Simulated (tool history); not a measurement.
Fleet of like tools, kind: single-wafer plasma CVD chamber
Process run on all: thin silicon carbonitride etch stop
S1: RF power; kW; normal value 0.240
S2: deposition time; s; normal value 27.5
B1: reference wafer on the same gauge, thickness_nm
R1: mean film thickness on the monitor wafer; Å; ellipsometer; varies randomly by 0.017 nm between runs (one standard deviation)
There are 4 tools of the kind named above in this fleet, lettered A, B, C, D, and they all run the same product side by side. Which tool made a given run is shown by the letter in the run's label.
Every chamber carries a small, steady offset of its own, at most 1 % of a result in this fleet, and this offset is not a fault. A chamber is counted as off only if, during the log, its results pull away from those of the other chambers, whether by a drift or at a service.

Run 1A, day 0.338: usual settings; B1 17.803. Result: R1 164.57 Å.
Run 2C, day 0.783: usual settings; B1 17.801. Result: R1 164.68 Å.
Run 3B, day 1.292: usual settings; B1 17.809. Result: R1 165.31 Å.
Run 4D, day 1.538: usual settings; B1 17.810. Result: R1 166.76 Å.
Run 5C, day 1.767: usual settings but S1 0.205 kW, S2 32.8 s; B1 17.818. Result: R1 187.36 Å.
Run 6B, day 2.242: usual settings but S1 0.205 kW, S2 32.8 s; B1 17.817. Result: R1 188.24 Å.
Run 7D, day 2.629: usual settings but S1 0.205 kW, S2 32.8 s; B1 17.818. Result: R1 189.91 Å.
Run 8A, day 3.004: usual settings but S1 0.205 kW, S2 32.8 s; B1 17.822. Result: R1 187.35 Å.
Run 9A, day 3.267: usual settings but S2 30.7 s; B1 17.823. Result: R1 184.37 Å.
At day 3.675: chamber D: RF generator calibrated.
Run 10B, day 3.725: usual settings but S2 30.7 s; B1 17.828. Result: R1 184.59 Å.
Run 11C, day 4.083: usual settings but S2 30.7 s; B1 17.835. Result: R1 183.88 Å.
Run 12D, day 4.483: usual settings but S2 30.7 s; B1 17.832. Result: R1 186.25 Å.
Run 13B, day 4.825: usual settings; B1 17.837. Result: R1 165.24 Å.
Run 14C, day 5.233: usual settings; B1 17.840. Result: R1 164.96 Å.
Run 15D, day 5.646: usual settings; B1 17.844. Result: R1 167.28 Å.
Run 16A, day 6.146: usual settings; B1 17.847. Result: R1 165.28 Å.
Run 17A, day 6.608: usual settings; B1 17.850. Result: R1 165.44 Å.
Run 18D, day 6.904: usual settings; B1 17.851. Result: R1 167.19 Å.
Run 19B, day 7.150: usual settings; B1 17.857. Result: R1 165.56 Å.
Run 20C, day 7.600: usual settings; B1 17.855. Result: R1 164.99 Å.
Run 21A, day 7.992: usual settings; B1 17.858. Result: R1 165.42 Å.
Run 22B, day 8.471: usual settings; B1 17.866. Result: R1 165.76 Å.
Run 23C, day 8.708: usual settings; B1 17.864. Result: R1 165.23 Å.
Run 24D, day 8.962: usual settings; B1 17.868. Result: R1 167.29 Å.
Run 25C, day 9.475: usual settings; B1 17.874. Result: R1 165.13 Å.
Run 26B, day 9.854: usual settings; B1 17.874. Result: R1 165.84 Å.

Has any chamber moved away from the others, gradually or after a service, or does the common gauge drift, or do the chambers differ only by their own small steady offsets? State the chamber and the most likely cause if one applies.

No chamber is off; the gauge reading every chamber's wafers drifts, which makes the whole fleet appear to move together.
Most likely cause: gauge reads high (%) = 0.434.
